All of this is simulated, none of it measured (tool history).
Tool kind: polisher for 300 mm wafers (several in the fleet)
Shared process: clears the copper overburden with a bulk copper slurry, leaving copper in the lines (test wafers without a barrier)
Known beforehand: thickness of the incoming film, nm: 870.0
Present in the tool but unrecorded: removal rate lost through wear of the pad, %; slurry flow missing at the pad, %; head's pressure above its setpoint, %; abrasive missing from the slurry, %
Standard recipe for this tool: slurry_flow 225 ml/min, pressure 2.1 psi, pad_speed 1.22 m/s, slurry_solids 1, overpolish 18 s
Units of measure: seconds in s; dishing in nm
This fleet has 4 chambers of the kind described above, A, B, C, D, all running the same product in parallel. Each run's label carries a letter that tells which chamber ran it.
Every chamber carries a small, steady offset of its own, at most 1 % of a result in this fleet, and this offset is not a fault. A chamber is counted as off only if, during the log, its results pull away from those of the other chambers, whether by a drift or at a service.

| run | hour | slurry_flow | pressure | pad_speed | slurry_solids | overpolish | wafers polished on this pad | hours since the slurry nozzle was cleaned | hours since the head pressure was calibrated | hours since the slurry blender was calibrated | seconds | dishing |
|---|---|---|---|---|---|---|---|---|---|---|---|---|
| 1A | 8.6 | 225 | 2.1 | 1.22 | 1 | 18 | 548 | 841 | 131.6 | 181.2 | 87.218 | 58.669 |
| 2B | 18 | 225 | 2.1 | 1.22 | 1 | 18 | 623 | 111.7 | 1081.9 | 62.7 | 85.599 | 57.991 |
|  | 20.6 | chamber B: head pressure recalibrated |
| 3C | 27.5 | 225 | 2.1 | 1.22 | 1 | 18 | 773 | 176.2 | 287.8 | 397.7 | 85.312 | 56.929 |
|  | 27.8 | chamber A: slurry blender recalibrated |
|  | 31.8 | chamber D: worn pad replaced by a new one |
|  | 33.7 | chamber A: worn pad replaced by a new one |
| 4D | 37.7 | 225 | 2.1 | 1.22 | 1 | 18 | 54 | 65.9 | 186.9 | 378.8 | 85.802 | 59.198 |
|  | 38.1 | chamber B: worn pad replaced by a new one |
|  | 42.5 | chamber C: worn pad replaced by a new one |
| 5C | 44.4 | 170 | 2.1 | 1.22 | 1.25 | 18 | 17 | 193.1 | 304.7 | 414.6 | 85.092 | 57.65 |
| 6A | 52.7 | 170 | 2.1 | 1.22 | 1.25 | 18 | 175 | 885.1 | 175.7 | 24.9 | 84.961 | 58.559 |
|  | 55.2 | chamber D: slurry blender recalibrated |
| 7D | 59 | 170 | 2.1 | 1.22 | 1.25 | 18 | 251 | 87.2 | 208.2 | 3.9 | 86.005 | 58.719 |
|  | 68.1 | chamber C: slurry blender recalibrated |
| 8B | 70.3 | 170 | 2.1 | 1.22 | 1.25 | 18 | 297 | 164 | 49.8 | 115 | 85.27 | 59.204 |
| 9A | 79.1 | 225 | 2.1 | 1.22 | 1 | 18 | 418 | 911.5 | 202.1 | 51.3 | 88.048 | 58.167 |
| 10C | 90.1 | 225 | 2.1 | 1.22 | 1 | 18 | 438 | 238.8 | 350.4 | 22.1 | 88.735 | 59.654 |
| 11B | 97 | 225 | 2.1 | 1.22 | 1 | 18 | 543 | 190.7 | 76.5 | 141.7 | 86.069 | 57.534 |
| 12D | 106.8 | 225 | 2.1 | 1.22 | 1 | 18 | 691 | 135 | 256 | 51.7 | 86.8 | 57.439 |
|  | 112.3 | chamber D: worn pad replaced by a new one |
| 13B | 115.6 | 225 | 2.1 | 1.22 | 1 | 18 | 715 | 209.3 | 95.1 | 160.3 | 87 | 58.182 |
|  | 120 | chamber A: worn pad replaced by a new one |
| 14D | 122.5 | 225 | 2.1 | 1.22 | 1 | 18 | 94 | 150.7 | 271.7 | 67.4 | 86.719 | 56.585 |
| 15C | 130.5 | 225 | 2.1 | 1.22 | 1 | 18 | 811 | 279.2 | 390.8 | 62.5 | 87.448 | 57.579 |
|  | 138.7 | chamber B: worn pad replaced by a new one |
| 16A | 139 | 225 | 2.1 | 1.22 | 1 | 18 | 175 | 971.4 | 262 | 111.2 | 88.129 | 58.02 |
|  | 142.9 | chamber C: worn pad replaced by a new one |
| 17C | 149.3 | 225 | 2.1 | 1.22 | 1 | 18 | 59 | 298 | 409.6 | 81.3 | 88.639 | 56.666 |
|  | 150.4 | chamber A: slurry nozzle cleaned |
|  | 156.4 | chamber B: slurry blender recalibrated |
| 18A | 159.4 | 225 | 2.1 | 1.22 | 1 | 18 | 363 | 9 | 282.4 | 131.6 | 86.98 | 57.554 |
| 19D | 167.9 | 225 | 2.1 | 1.58 | 1 | 10 | 513 | 196.1 | 317.1 | 112.8 | 67.076 | 52.479 |
| 20B | 178.2 | 225 | 2.1 | 1.58 | 1 | 10 | 364 | 271.9 | 157.7 | 21.9 | 67.121 | 51.774 |
| 21A | 185.7 | 225 | 2.1 | 1.58 | 1 | 10 | 606 | 35.3 | 308.7 | 157.9 | 67.695 | 51.608 |
|  | 190.7 | chamber A: worn pad replaced by a new one |
| 22B | 193.5 | 225 | 2.1 | 1.58 | 1 | 10 | 505 | 287.2 | 173 | 37.2 | 67.5 | 53.235 |
|  | 196.7 | chamber D: worn pad replaced by a new one |
| 23C | 205.6 | 260 | 2.1 | 1.22 | 1 | 18 | 578 | 354.3 | 465.9 | 137.6 | 85.719 | 57.332 |
| 24D | 211.9 | 260 | 2.1 | 1.22 | 1 | 18 | 140 | 240.1 | 361.1 | 156.8 | 86.893 | 58.036 |
| 25A | 221.6 | 260 | 2.1 | 1.22 | 1 | 18 | 285 | 71.2 | 344.6 | 193.8 | 86.444 | 57.377 |
|  | 226 | chamber B: worn pad replaced by a new one |
| 26D | 229.4 | 260 | 2.1 | 1.22 | 1 | 18 | 302 | 257.6 | 378.6 | 174.3 | 82.674 | 57.483 |
|  | 236.6 | chamber A: slurry blender recalibrated |
| 27B | 239.7 | 225 | 2.1 | 1.22 | 1 | 18 | 126 | 333.4 | 219.2 | 83.4 | 87.28 | 57.493 |
| 28C | 249.8 | 225 | 2.1 | 1.22 | 1 | 18 | 986 | 398.5 | 510.1 | 181.8 | 87.684 | 59.224 |
|  | 254.5 | chamber C: worn pad replaced by a new one |
|  | 254.8 | chamber C: slurry nozzle cleaned |
| 29D | 259.5 | 225 | 2.1 | 1.22 | 1 | 18 | 579 | 287.7 | 408.7 | 204.4 | 84.655 | 57.237 |
|  | 261.9 | chamber A: worn pad replaced by a new one |
| 30B | 267.2 | 225 | 2.1 | 1.22 | 1 | 18 | 380 | 360.9 | 246.7 | 110.9 | 86.722 | 57.015 |
| 31C | 272.6 | 225 | 2.1 | 1.22 | 1 | 18 | 167 | 17.8 | 532.9 | 204.6 | 85.201 | 58.714 |
| 32A | 283.4 | 225 | 2.1 | 1.22 | 1 | 18 | 199 | 133 | 406.4 | 46.8 | 88.446 | 59.291 |
| 33A | 288.8 | 225 | 2.1 | 1.22 | 1 | 18 | 248 | 138.4 | 411.8 | 52.2 | 86.959 | 59.357 |
|  | 290.2 | chamber D: worn pad replaced by a new one |
| 34B | 295.1 | 225 | 2.1 | 1.22 | 1 | 18 | 637 | 388.8 | 274.6 | 138.8 | 86.99 | 57.89 |
| 35D | 305 | 225 | 2.1 | 1.22 | 1 | 18 | 136 | 333.2 | 454.2 | 249.9 | 86.404 | 58.266 |
| 36C | 313.5 | 225 | 2.1 | 1.22 | 1 | 18 | 544 | 58.7 | 573.8 | 245.5 | 85.846 | 58.004 |
| 37D | 324.9 | 225 | 2.1 | 1.22 | 1 | 18 | 320 | 353.1 | 474.1 | 269.8 | 85.21 | 58.5 |
| 38A | 332 | 225 | 2.1 | 1.22 | 1 | 18 | 647 | 181.6 | 455 | 95.4 | 87.513 | 56.787 |

Does one chamber stand apart from the rest, does the shared gauge drift, or is all well apart from small per-chamber offsets? Give the chamber and the most likely cause, where there is one.

Beyond each chamber's small constant offset nothing stands out, and the gauge stays steady.
